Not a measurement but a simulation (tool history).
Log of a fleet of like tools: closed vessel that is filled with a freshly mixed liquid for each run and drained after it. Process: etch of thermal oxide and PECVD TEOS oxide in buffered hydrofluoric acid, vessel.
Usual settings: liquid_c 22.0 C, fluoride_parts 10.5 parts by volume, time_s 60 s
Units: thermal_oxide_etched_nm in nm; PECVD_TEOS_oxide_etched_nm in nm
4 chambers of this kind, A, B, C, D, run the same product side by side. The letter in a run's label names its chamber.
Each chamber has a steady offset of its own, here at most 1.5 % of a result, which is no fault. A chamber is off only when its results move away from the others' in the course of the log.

run	hour	liquid_c	fluoride_parts	time_s	hours since the thermometer was replaced	hours since the hydrofluoric acid flow meter was replaced	read-back film thickness of the thermal oxide reference wafer, read on the same gauge (nm)	read-back film thickness of the PECVD TEOS oxide reference wafer, read on the same gauge (nm)	thermal_oxide_etched_nm	PECVD_TEOS_oxide_etched_nm
1D	10.9	22.0	10.5	60	454.5	1365.8	30.001	49.993	59.196	167.03
2A	18.8	22.0	10.5	60	74.5	171.9	29.993	49.982	59.329	168.16
3B	23.8	22.0	10.5	60	968.3	1419.4	29.993	50.006	58.776	167.77
4C	34.1	22.0	10.5	60	35.0	2454.2	30.001	50.014	58.647	165.36
5A	41.2	22.0	10.5	60	96.9	194.3	30.008	50.004	59.462	168.90
6B	46.5	22.0	10.5	60	991.0	1442.1	29.976	49.999	58.592	166.42
7D	51.9	22.0	10.5	60	495.5	1406.8	29.998	49.987	59.449	167.00
8C	58.2	22.0	10.5	60	59.1	2478.3	29.993	49.984	58.498	165.40
9C	64.7	22.0	10.5	60	65.6	2484.8	30.006	49.994	58.344	164.79
10D	75.6	22.0	10.5	60	519.2	1430.5	29.999	49.983	59.175	166.75
11B	85.6	22.0	10.5	60	1030.1	1481.2	30.028	50.003	58.900	167.20
12A	92.8	22.0	10.5	60	148.5	245.9	29.985	49.992	58.785	168.47
13D	101.8	22.0	10.5	60	545.4	1456.7	30.011	50.022	59.011	167.13
14A	109.6	22.0	10.5	60	165.3	262.7	29.970	50.002	59.420	169.21
15C	116.4	22.0	10.5	60	117.3	2536.5	29.990	49.993	58.754	165.10
# hour 117.5: chamber B: hydrofluoric acid flow meter replaced
16B	122.7	22.0	10.5	60	1067.2	5.2	30.004	50.004	58.776	166.44
17B	131.1	22.0	10.5	60	1075.6	13.6	30.019	49.995	58.863	167.01
18A	141.0	22.0	10.5	60	196.7	294.1	30.022	49.997	59.004	168.72
19C	150.1	22.0	10.5	60	151.0	2570.2	30.020	49.995	58.810	165.02
20D	155.0	24.5	14.0	60	598.6	1509.9	29.973	50.000	51.311	143.83
21A	165.5	24.5	14.0	60	221.2	318.6	29.986	49.988	51.382	145.23
22D	170.4	24.5	14.0	60	614.0	1525.3	30.012	49.990	50.842	144.39
23C	180.1	24.5	14.0	60	181.0	2600.2	30.007	49.999	50.826	142.25
24B	187.3	22.0	10.5	60	1131.8	69.8	29.952	50.009	58.561	166.66
25D	193.7	22.0	10.5	60	637.3	1548.6	29.998	50.012	58.779	166.49
26A	201.1	22.0	10.5	60	256.8	354.2	29.989	49.990	59.232	167.26
# hour 206.4: chamber B: thermometer replaced
27C	210.8	22.0	10.5	60	211.7	2630.9	29.978	49.987	59.056	164.33
28B	221.3	27.0	10.5	60	14.9	103.8	30.024	49.990	77.538	219.76
29C	231.5	27.0	10.5	60	232.4	2651.6	30.007	49.982	76.969	215.91
30D	238.6	27.0	10.5	60	682.2	1593.5	29.993	49.992	77.206	218.74
# hour 245.8: chamber C: hydrofluoric acid flow meter replaced
31A	246.2	27.0	10.5	60	301.9	399.3	29.983	50.001	77.320	220.63
32B	253.1	22.0	10.5	60	46.7	135.6	29.995	50.005	58.806	166.61
33C	259.4	22.0	10.5	60	260.3	13.6	29.992	49.988	58.913	164.02
34B	266.5	22.0	10.5	60	60.1	149.0	30.032	50.001	58.644	165.77
35A	272.1	22.0	10.5	60	327.8	425.2	29.970	49.993	59.682	168.67
36D	282.1	22.0	10.5	60	725.7	1637.0	30.024	49.993	59.335	166.47
# hour 286.2: chamber D: thermometer replaced
37D	292.8	26.0	10.5	60	6.6	1647.7	29.959	50.016	73.364	205.28
38C	298.4	26.0	10.5	60	299.3	52.6	30.008	50.003	73.104	204.48

Is one chamber off against the others, does the gauge drift, or is nothing wrong? If a chamber is off, say which, and what the likeliest cause is.

No chamber stands off beyond its own small offset, and the gauge holds steady.

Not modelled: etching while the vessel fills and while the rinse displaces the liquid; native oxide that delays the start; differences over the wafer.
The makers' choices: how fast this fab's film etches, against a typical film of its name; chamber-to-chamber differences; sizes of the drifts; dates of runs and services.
